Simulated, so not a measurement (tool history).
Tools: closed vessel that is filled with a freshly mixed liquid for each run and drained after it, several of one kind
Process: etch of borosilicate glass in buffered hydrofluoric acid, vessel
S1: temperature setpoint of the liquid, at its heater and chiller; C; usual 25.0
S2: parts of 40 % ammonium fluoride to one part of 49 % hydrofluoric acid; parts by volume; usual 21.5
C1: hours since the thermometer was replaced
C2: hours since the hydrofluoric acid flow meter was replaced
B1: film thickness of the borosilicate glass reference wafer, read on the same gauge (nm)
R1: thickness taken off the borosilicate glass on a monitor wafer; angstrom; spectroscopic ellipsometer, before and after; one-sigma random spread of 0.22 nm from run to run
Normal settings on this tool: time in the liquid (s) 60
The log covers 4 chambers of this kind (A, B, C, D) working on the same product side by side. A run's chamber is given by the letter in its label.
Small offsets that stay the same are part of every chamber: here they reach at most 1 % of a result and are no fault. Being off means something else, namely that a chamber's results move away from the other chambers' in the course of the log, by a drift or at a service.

run 1A day=0.183 | S1=25.0 S2=21.5 time_in_the_liquid_(s)=60 | C1=268.2 C2=1467.8 | B1=109.99 | R1=383.46
run 2D day=0.554 | S1=25.0 S2=21.5 time_in_the_liquid_(s)=60 | C1=286.2 C2=180.9 | B1=110.02 | R1=379.30
run 3C day=0.921 | S1=25.0 S2=21.5 time_in_the_liquid_(s)=60 | C1=1173.8 C2=1960.2 | B1=110.01 | R1=374.12
run 4B day=1.296 | S1=25.0 S2=21.5 time_in_the_liquid_(s)=60 | C1=1457.0 C2=300.8 | B1=110.00 | R1=380.21
run 5D day=1.667 | S1=25.0 S2=21.5 time_in_the_liquid_(s)=60 | C1=312.9 C2=207.6 | B1=110.01 | R1=383.96
run 6C day=1.942 | S1=25.0 S2=21.5 time_in_the_liquid_(s)=60 | C1=1198.3 C2=1984.7 | B1=110.00 | R1=373.15
run 7B day=2.350 | S1=25.0 S2=21.5 time_in_the_liquid_(s)=60 | C1=1482.3 C2=326.1 | B1=109.97 | R1=376.48
run 8A day=2.571 | S1=25.0 S2=21.5 time_in_the_liquid_(s)=60 | C1=325.5 C2=1525.1 | B1=110.02 | R1=380.09
run 9C day=2.883 | S1=25.0 S2=21.5 time_in_the_liquid_(s)=60 | C1=1220.9 C2=2007.3 | B1=109.99 | R1=372.06
run 10A day=3.083 | S1=25.0 S2=21.5 time_in_the_liquid_(s)=60 | C1=337.8 C2=1537.4 | B1=109.97 | R1=380.53
run 11B day=3.358 | S1=25.0 S2=21.5 time_in_the_liquid_(s)=60 | C1=1506.5 C2=350.3 | B1=110.01 | R1=380.56
run 12D day=3.738 | S1=25.0 S2=21.5 time_in_the_liquid_(s)=60 | C1=362.6 C2=257.3 | B1=110.04 | R1=383.55
run 13C day=4.042 | S1=25.0 S2=21.5 time_in_the_liquid_(s)=60 | C1=1248.7 C2=2035.1 | B1=110.00 | R1=371.41
run 14A day=4.329 | S1=25.0 S2=21.5 time_in_the_liquid_(s)=60 | C1=367.7 C2=1567.3 | B1=110.02 | R1=380.31
run 15B day=4.675 | S1=25.0 S2=21.5 time_in_the_liquid_(s)=60 | C1=1538.1 C2=381.9 | B1=110.00 | R1=385.92
run 16D day=4.908 | S1=21.5 S2=21.5 time_in_the_liquid_(s)=60 | C1=390.7 C2=285.4 | B1=110.02 | R1=315.84
run 17C day=5.246 | S1=21.5 S2=21.5 time_in_the_liquid_(s)=60 | C1=1277.6 C2=2064.0 | B1=109.98 | R1=307.17
run 18D day=5.496 | S1=21.5 S2=21.5 time_in_the_liquid_(s)=60 | C1=404.8 C2=299.5 | B1=110.01 | R1=315.12
run 19A day=5.812 | S1=21.5 S2=21.5 time_in_the_liquid_(s)=60 | C1=403.3 C2=1602.9 | B1=110.00 | R1=314.40
run 20B day=6.012 | S1=25.0 S2=21.5 time_in_the_liquid_(s)=60 | C1=1570.2 C2=414.0 | B1=110.00 | R1=392.58
run 21D day=6.288 | S1=25.0 S2=21.5 time_in_the_liquid_(s)=60 | C1=423.8 C2=318.5 | B1=109.98 | R1=381.98
run 22C day=6.596 | S1=25.0 S2=21.5 time_in_the_liquid_(s)=60 | C1=1310.0 C2=2096.4 | B1=110.03 | R1=373.83
run 23B day=6.779 | S1=25.0 S2=21.5 time_in_the_liquid_(s)=60 | C1=1588.6 C2=432.4 | B1=110.00 | R1=391.17
run 24A day=7.179 | S1=25.0 S2=21.5 time_in_the_liquid_(s)=60 | C1=436.1 C2=1635.7 | B1=110.01 | R1=382.98
run 25C day=7.462 | S1=25.0 S2=21.5 time_in_the_liquid_(s)=60 | C1=1330.8 C2=2117.2 | B1=109.98 | R1=376.71
run 26B day=7.858 | S1=25.0 S2=25.0 time_in_the_liquid_(s)=60 | C1=1614.5 C2=458.3 | B1=110.01 | R1=358.69
run 27A day=8.175 | S1=25.0 S2=25.0 time_in_the_liquid_(s)=60 | C1=460.0 C2=1659.6 | B1=109.99 | R1=344.90

Next, every chamber runs the same settings. What will each give?
run 28A day=8.471 | S1=28.5 S2=21.5 time_in_the_liquid_(s)=60 | R1=?
run 28B day=8.471 | S1=28.5 S2=21.5 time_in_the_liquid_(s)=60 | R1=?
run 28C day=8.471 | S1=28.5 S2=21.5 time_in_the_liquid_(s)=60 | R1=?
run 28D day=8.471 | S1=28.5 S2=21.5 time_in_the_liquid_(s)=60 | R1=?

run=28A R1=461.57
run=28B R1=477.72
run=28C R1=450.26
run=28D R1=459.14

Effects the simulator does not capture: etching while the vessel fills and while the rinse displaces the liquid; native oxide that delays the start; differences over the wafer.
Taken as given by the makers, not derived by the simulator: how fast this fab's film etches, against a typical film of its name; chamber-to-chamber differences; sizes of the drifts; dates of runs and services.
